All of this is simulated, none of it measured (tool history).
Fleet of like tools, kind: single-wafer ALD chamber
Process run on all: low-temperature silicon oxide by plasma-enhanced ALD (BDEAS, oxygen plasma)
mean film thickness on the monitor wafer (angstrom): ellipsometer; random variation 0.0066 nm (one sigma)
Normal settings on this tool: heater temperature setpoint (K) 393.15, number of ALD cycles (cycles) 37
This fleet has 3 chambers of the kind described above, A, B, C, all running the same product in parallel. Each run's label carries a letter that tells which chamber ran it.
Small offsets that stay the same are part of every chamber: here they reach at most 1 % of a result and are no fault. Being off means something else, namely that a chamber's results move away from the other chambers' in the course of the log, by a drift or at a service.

run	hour	heater temperature setpoint (K)	number of ALD cycles (cycles)	hours since the last thermocouple change	read-back reference wafer on the same gauge, thickness_nm	mean film thickness on the monitor wafer (angstrom)
1A	7.4	393.15	37	722	4.1207	51
2B	22.4	393.15	37	999.2	4.1188	51.305
# hour 25: chamber C: thermocouple changed; heater temperature recalibrated
3C	32.1	393.15	37	7.2	4.118	51.23
4B	41.5	393.15	37	1018.3	4.1194	51.304
5A	54.3	393.15	34	768.9	4.1175	46.865
6C	67.3	393.15	34	42.4	4.1158	46.923
7B	81.1	393.15	34	1057.9	4.1145	47.159
8A	93.8	393.15	37	808.4	4.1141	50.926
9C	106.9	393.15	37	82	4.1124	51.083
10C	120.2	393.15	37	95.3	4.1125	51.041
11A	129.6	393.15	37	844.2	4.1125	50.976
12B	143.3	393.15	37	1120.1	4.111	51.285
13C	151.3	393.15	37	126.4	4.111	50.981
14B	161.9	393.15	37	1138.7	4.1104	51.294
15A	172.3	393.15	37	886.9	4.1092	50.932
16C	180.4	379.15	41	155.5	4.1097	57.948
17A	190.4	379.15	41	905	4.1086	57.832
# hour 197.7: chamber A: thermocouple changed; heater temperature recalibrated
18B	198	379.15	41	1174.8	4.1083	58.231
19A	208.8	393.15	37	11.1	4.1083	50.712
20C	222.7	393.15	37	197.8	4.1066	51.03
21B	238.1	393.15	37	1214.9	4.1058	51.26
22C	251.8	393.15	37	226.9	4.1044	50.896
23A	262.9	393.15	37	65.2	4.1051	50.802
24B	273.9	393.15	37	1250.7	4.1046	51.074
25C	282.1	393.15	37	257.2	4.103	50.942
26B	293.3	393.15	37	1270.1	4.1023	51.13
27A	300.4	406.15	33	102.7	4.1026	44.079
28A	311.7	406.15	33	114	4.0999	44.134
29C	322.7	406.15	33	297.8	4.1004	44.362
30B	336	393.15	37	1312.8	4.0999	51.077
31C	350.6	393.15	37	325.7	4.0995	50.964

Next, all 3 chambers run the settings below, one line each with question marks for the results. What does each chamber give?
32A	362	393.15	37			?
32B	362	393.15	37			?
32C	362	393.15	37			?

run	mean film thickness on the monitor wafer (angstrom)
32A	50.772
32B	51.212
32C	50.916
